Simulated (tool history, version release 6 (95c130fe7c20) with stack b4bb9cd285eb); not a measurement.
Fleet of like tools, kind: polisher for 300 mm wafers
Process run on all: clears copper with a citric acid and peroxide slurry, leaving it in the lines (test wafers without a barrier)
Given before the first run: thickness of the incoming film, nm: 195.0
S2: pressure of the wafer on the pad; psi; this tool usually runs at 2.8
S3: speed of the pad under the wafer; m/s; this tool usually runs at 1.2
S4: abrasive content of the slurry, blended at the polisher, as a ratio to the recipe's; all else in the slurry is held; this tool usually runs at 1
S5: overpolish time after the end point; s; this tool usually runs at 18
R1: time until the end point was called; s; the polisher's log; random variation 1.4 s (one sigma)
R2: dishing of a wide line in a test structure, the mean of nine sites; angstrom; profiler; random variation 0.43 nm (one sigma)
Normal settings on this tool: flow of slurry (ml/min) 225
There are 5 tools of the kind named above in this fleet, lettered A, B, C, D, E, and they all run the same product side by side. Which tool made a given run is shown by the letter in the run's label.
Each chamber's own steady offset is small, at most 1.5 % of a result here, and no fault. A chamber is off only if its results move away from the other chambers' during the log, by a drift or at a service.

-- hour=4.0 chamber C: slurry blender recalibrated
run 1B hour=4.6 | flow_of_slurry_(ml/min)=225 S2=2.8 S3=1.2 S4=1 S5=18 | R1=84.371 R2=235.25
run 2D hour=11.1 | flow_of_slurry_(ml/min)=225 S2=2.8 S3=1.2 S4=1 S5=18 | R1=80.715 R2=237.20
-- hour=14.2 chamber E: slurry blender recalibrated
-- hour=15.6 chamber A: worn pad replaced by a new one
run 3C hour=15.6 | flow_of_slurry_(ml/min)=225 S2=2.8 S3=1.2 S4=1 S5=18 | R1=81.524 R2=244.98
run 4E hour=18.9 | flow_of_slurry_(ml/min)=225 S2=2.8 S3=1.2 S4=1 S5=18 | R1=82.694 R2=249.73
run 5A hour=26.4 | flow_of_slurry_(ml/min)=225 S2=2.8 S3=1.2 S4=1 S5=18 | R1=80.706 R2=237.31
run 6E hour=31.0 | flow_of_slurry_(ml/min)=225 S2=2.8 S3=1.2 S4=1 S5=18 | R1=84.875 R2=247.08
run 7A hour=34.6 | flow_of_slurry_(ml/min)=225 S2=2.8 S3=1.2 S4=1 S5=18 | R1=80.685 R2=248.75
run 8C hour=37.9 | flow_of_slurry_(ml/min)=225 S2=2.8 S3=1.2 S4=1 S5=18 | R1=82.105 R2=253.60
-- hour=41.8 chamber E: slurry nozzle cleaned
run 9B hour=44.8 | flow_of_slurry_(ml/min)=225 S2=2.8 S3=1.2 S4=1 S5=18 | R1=84.880 R2=244.24
run 10D hour=48.4 | flow_of_slurry_(ml/min)=225 S2=2.8 S3=1.2 S4=1 S5=18 | R1=81.335 R2=246.38
run 11A hour=53.1 | flow_of_slurry_(ml/min)=225 S2=2.8 S3=1.2 S4=1 S5=18 | R1=84.207 R2=250.51
run 12B hour=60.1 | flow_of_slurry_(ml/min)=225 S2=3.7 S3=1.2 S4=1 S5=18 | R1=63.705 R2=298.37
run 13D hour=66.3 | flow_of_slurry_(ml/min)=225 S2=3.7 S3=1.2 S4=1 S5=18 | R1=62.250 R2=296.74
-- hour=68.8 chamber E: worn pad replaced by a new one
run 14E hour=71.5 | flow_of_slurry_(ml/min)=225 S2=3.7 S3=1.2 S4=1 S5=18 | R1=65.598 R2=291.25
run 15C hour=78.7 | flow_of_slurry_(ml/min)=225 S2=3.7 S3=1.2 S4=1 S5=18 | R1=61.601 R2=298.34
run 16C hour=84.8 | flow_of_slurry_(ml/min)=225 S2=3.7 S3=1.2 S4=1 S5=18 | R1=62.127 R2=294.32
run 17A hour=91.8 | flow_of_slurry_(ml/min)=225 S2=2.8 S3=1.2 S4=1 S5=18 | R1=84.613 R2=247.11
-- hour=92.3 chamber D: slurry blender recalibrated
run 18D hour=97.0 | flow_of_slurry_(ml/min)=225 S2=2.8 S3=1.2 S4=1 S5=18 | R1=81.887 R2=254.58
run 19B hour=103.9 | flow_of_slurry_(ml/min)=225 S2=2.8 S3=1.2 S4=1 S5=18 | R1=84.229 R2=250.87
run 20E hour=107.6 | flow_of_slurry_(ml/min)=225 S2=2.8 S3=1.2 S4=1 S5=18 | R1=84.268 R2=247.78
run 21D hour=112.0 | flow_of_slurry_(ml/min)=225 S2=2.8 S3=1.2 S4=1 S5=18 | R1=82.489 R2=251.91
run 22E hour=117.1 | flow_of_slurry_(ml/min)=225 S2=2.8 S3=1.2 S4=1 S5=18 | R1=85.979 R2=238.96
run 23B hour=122.8 | flow_of_slurry_(ml/min)=225 S2=2.8 S3=1.2 S4=1 S5=18 | R1=83.585 R2=244.38
run 24A hour=128.0 | flow_of_slurry_(ml/min)=225 S2=2.8 S3=1.2 S4=1 S5=18 | R1=82.311 R2=246.35
run 25C hour=135.0 | flow_of_slurry_(ml/min)=225 S2=2.8 S3=1.2 S4=1 S5=18 | R1=86.797 R2=237.50
-- hour=139.2 chamber A: worn pad replaced by a new one
run 26E hour=142.1 | flow_of_slurry_(ml/min)=225 S2=2.8 S3=1.2 S4=1 S5=13 | R1=81.864 R2=189.67
-- hour=146.0 chamber B: worn pad replaced by a new one
run 27B hour=146.2 | flow_of_slurry_(ml/min)=225 S2=2.8 S3=1.2 S4=1 S5=13 | R1=84.024 R2=188.72
run 28D hour=149.8 | flow_of_slurry_(ml/min)=225 S2=2.8 S3=1.2 S4=1 S5=13 | R1=82.332 R2=190.96
run 29C hour=153.8 | flow_of_slurry_(ml/min)=225 S2=2.8 S3=1.2 S4=1 S5=13 | R1=86.961 R2=184.75
-- hour=155.3 chamber A: slurry blender recalibrated
run 30A hour=157.3 | flow_of_slurry_(ml/min)=225 S2=2.8 S3=1.2 S4=1 S5=13 | R1=84.143 R2=193.12
-- hour=158.0 chamber E: worn pad replaced by a new one
run 31C hour=164.9 | flow_of_slurry_(ml/min)=225 S2=2.8 S3=1.2 S4=1 S5=18 | R1=87.643 R2=236.93
run 32D hour=169.1 | flow_of_slurry_(ml/min)=225 S2=2.8 S3=1.2 S4=1 S5=18 | R1=80.891 R2=241.04
-- hour=169.3 chamber D: worn pad replaced by a new one
run 33A hour=174.6 | flow_of_slurry_(ml/min)=225 S2=2.8 S3=1.2 S4=1 S5=18 | R1=81.478 R2=239.41
run 34E hour=181.4 | flow_of_slurry_(ml/min)=225 S2=2.8 S3=1.2 S4=1 S5=18 | R1=84.049 R2=240.34
run 35B hour=185.1 | flow_of_slurry_(ml/min)=225 S2=2.8 S3=1.2 S4=1 S5=18 | R1=83.852 R2=250.37
-- hour=189.5 chamber B: head pressure recalibrated
run 36D hour=190.9 | flow_of_slurry_(ml/min)=225 S2=2.8 S3=1.2 S4=1 S5=18 | R1=83.224 R2=236.21
run 37B hour=198.6 | flow_of_slurry_(ml/min)=225 S2=2.8 S3=1.2 S4=1 S5=18 | R1=86.124 R2=234.12
run 38A hour=203.6 | flow_of_slurry_(ml/min)=225 S2=2.8 S3=1.2 S4=1 S5=18 | R1=81.007 R2=247.54
run 39E hour=206.9 | flow_of_slurry_(ml/min)=225 S2=2.8 S3=1.2 S4=1 S5=18 | R1=84.335 R2=238.91

Read the log: is a single chamber off, either drifting away or since a service, is the gauge that measures every chamber drifting, or is nothing wrong beyond small per-chamber offsets? Name any odd chamber and what most likely caused it.

One chamber, C, drifts off from the rest bit by bit.
What lies behind it: removal rate lost through wear of the pad, % = 10.9.
With only this log, it may be confused with: head's pressure below its setpoint, %.

Which of the 4 candidates below, each the usual settings with something changed and its results left as question marks, puts chamber C back in line with what the other chambers give on the usual settings?
Maximum distance from the other chambers' mean on the usual settings for a result to count as in line: R1 4.900 s; R2 15.00 angstrom
run 40C-1 hour=212.5 | flow_of_slurry_(ml/min)=220 S2=2.5 S3=1.08 S4=1 S5=18 | R1=? R2=?
run 40C-2 hour=212.5 | flow_of_slurry_(ml/min)=230 S2=3.1 S3=1.32 S4=1 S5=19 | R1=? R2=?
run 40C-3 hour=212.5 | flow_of_slurry_(ml/min)=225 S2=2.9 S3=1.26 S4=1 S5=18 | R1=? R2=?
run 40C-4 hour=212.5 | flow_of_slurry_(ml/min)=225 S2=2.7 S3=1.14 S4=1 S5=18 | R1=? R2=?

The mean the other chambers reach with the usual settings: R1 83.822 s; R2 245.44 angstrom
run=40C-1 R1=114.900 R2=193.48
run=40C-2 R1=76.252 R2=272.40
run=40C-3 R1=85.380 R2=242.25
run=40C-4 R1=100.930 R2=214.01
It is 40C-3 that realigns the chamber with its peers.

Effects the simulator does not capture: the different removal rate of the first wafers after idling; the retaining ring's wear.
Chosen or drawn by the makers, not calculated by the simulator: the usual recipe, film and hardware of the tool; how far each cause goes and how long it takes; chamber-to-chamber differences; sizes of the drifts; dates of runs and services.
